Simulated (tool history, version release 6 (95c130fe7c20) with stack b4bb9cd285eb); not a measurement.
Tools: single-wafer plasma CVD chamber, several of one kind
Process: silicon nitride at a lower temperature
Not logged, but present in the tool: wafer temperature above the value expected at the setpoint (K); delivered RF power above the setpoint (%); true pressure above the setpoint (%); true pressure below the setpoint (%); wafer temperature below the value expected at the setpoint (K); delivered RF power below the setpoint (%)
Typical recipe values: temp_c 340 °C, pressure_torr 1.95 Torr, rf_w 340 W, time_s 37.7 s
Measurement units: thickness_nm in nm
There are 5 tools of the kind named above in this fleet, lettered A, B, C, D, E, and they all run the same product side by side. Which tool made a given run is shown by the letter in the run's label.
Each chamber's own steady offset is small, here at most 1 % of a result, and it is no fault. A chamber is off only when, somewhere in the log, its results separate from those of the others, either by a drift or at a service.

run,day,temp_c,pressure_torr,rf_w,time_s,hours since the last thermocouple change,hours since the last RF generator calibration,hours since the last manometer calibration,"read-back reference wafer on the same gauge, thickness_nm",thickness_nm
1D,0.196,340,1.95,340,37.7,1469.2,2184.3,1085.2,42.806,50.955
2B,0.646,340,1.95,340,37.7,437.4,362.2,1854.5,42.787,50.499
3A,1.088,340,1.95,340,37.7,1660.8,1663.5,652.8,42.792,51.206
4C,1.333,340,1.95,340,37.7,1001.5,506.3,1017.4,42.809,50.569
5E,1.529,340,1.95,340,37.7,748.7,785.6,2019.6,42.779,50.768
6A,1.975,351,1.95,340,37.7,1682.1,1684.8,674.1,42.826,51.213
7E,2.312,351,1.95,340,37.7,767.5,804.4,2038.4,42.801,50.707
8C,2.725,351,1.95,340,37.7,1034.9,539.7,1050.8,42.799,50.372
9B,2.971,351,1.95,340,37.7,493.2,418.0,1910.3,42.827,50.272
10D,3.212,351,1.95,340,37.7,1541.6,2256.7,1157.6,42.796,50.676
11A,3.425,340,1.95,340,32.1,1716.9,1719.6,708.9,42.822,43.706
12B,3.762,340,1.95,340,32.1,512.2,437.0,1929.3,42.800,42.966
13E,3.971,340,1.95,340,32.1,807.3,844.2,2078.2,42.807,43.277
14C,4.258,340,1.95,340,32.1,1071.7,576.5,1087.6,42.818,43.155
15D,4.642,340,1.95,340,32.1,1575.9,2291.0,1191.9,42.788,43.225
16A,5.050,340,1.95,390,43.1,1755.9,1758.6,747.9,42.800,63.757
17B,5.446,340,1.95,390,43.1,552.6,477.4,1969.7,42.810,62.755
18C,5.646,340,1.95,390,43.1,1105.0,609.8,1120.9,42.805,62.980
19E,5.862,340,1.95,390,43.1,852.7,889.6,2123.6,42.790,63.319
20D,6.196,340,1.95,390,43.1,1613.2,2328.3,1229.2,42.819,63.525
21B,6.617,340,1.95,340,37.7,580.7,505.5,1997.8,42.783,50.569
22E,6.867,340,1.95,340,37.7,876.8,913.7,2147.7,42.789,50.776
23A,7.192,340,1.95,340,37.7,1807.3,1810.0,799.3,42.800,51.090
24D,7.588,348,1.95,365,37.7,1646.6,2361.7,1262.6,42.793,52.981
25C,7.975,348,1.95,365,37.7,1160.9,665.7,1176.8,42.812,52.895
26D,8.338,348,1.95,365,37.7,1664.6,2379.7,1280.6,42.788,52.800
27A,8.638,348,1.95,365,37.7,1842.0,1844.7,834.0,42.804,53.682
28E,8.983,348,1.95,365,37.7,927.6,964.5,2198.5,42.799,53.025
29B,9.321,340,1.95,285,37.7,645.6,570.4,2062.7,42.805,45.070
30C,9.633,340,1.95,285,37.7,1200.7,705.5,1216.6,42.819,44.939
31B,9.942,340,1.95,285,37.7,660.5,585.3,2077.6,42.802,45.061
32A,10.262,340,1.95,285,37.7,1881.0,1883.7,873.0,42.788,45.538
33D,10.562,340,1.95,285,37.7,1718.0,2433.1,1334.0,42.781,45.193
# day 10.608: chamber E: capacitance manometer re-zeroed and calibrated
34C,10.800,340,1.95,340,37.7,1228.7,733.5,1244.6,42.801,50.747
35E,11.192,340,1.95,340,37.7,980.6,1017.5,14.0,42.782,50.832
36C,11.517,331,1.95,340,43.1,1245.9,750.7,1261.8,42.803,58.086
37A,11.804,331,1.95,340,43.1,1918.0,1920.7,910.0,42.811,58.860
38D,12.250,331,1.95,340,43.1,1758.5,2473.6,1374.5,42.813,58.475
39B,12.562,331,1.95,340,43.1,723.4,648.2,2140.5,42.786,57.596
40E,12.912,331,1.95,340,43.1,1021.9,1058.8,55.3,42.786,58.325

The same settings go to every chamber for the next run, one line per chamber below. Forecast the results for each:
41A,13.238,340,1.95,340,37.7,,,,,?
41B,13.238,340,1.95,340,37.7,,,,,?
41C,13.238,340,1.95,340,37.7,,,,,?
41D,13.238,340,1.95,340,37.7,,,,,?
41E,13.238,340,1.95,340,37.7,,,,,?

run,thickness_nm
41A,51.185
41B,50.412
41C,50.619
41D,50.701
41E,50.786

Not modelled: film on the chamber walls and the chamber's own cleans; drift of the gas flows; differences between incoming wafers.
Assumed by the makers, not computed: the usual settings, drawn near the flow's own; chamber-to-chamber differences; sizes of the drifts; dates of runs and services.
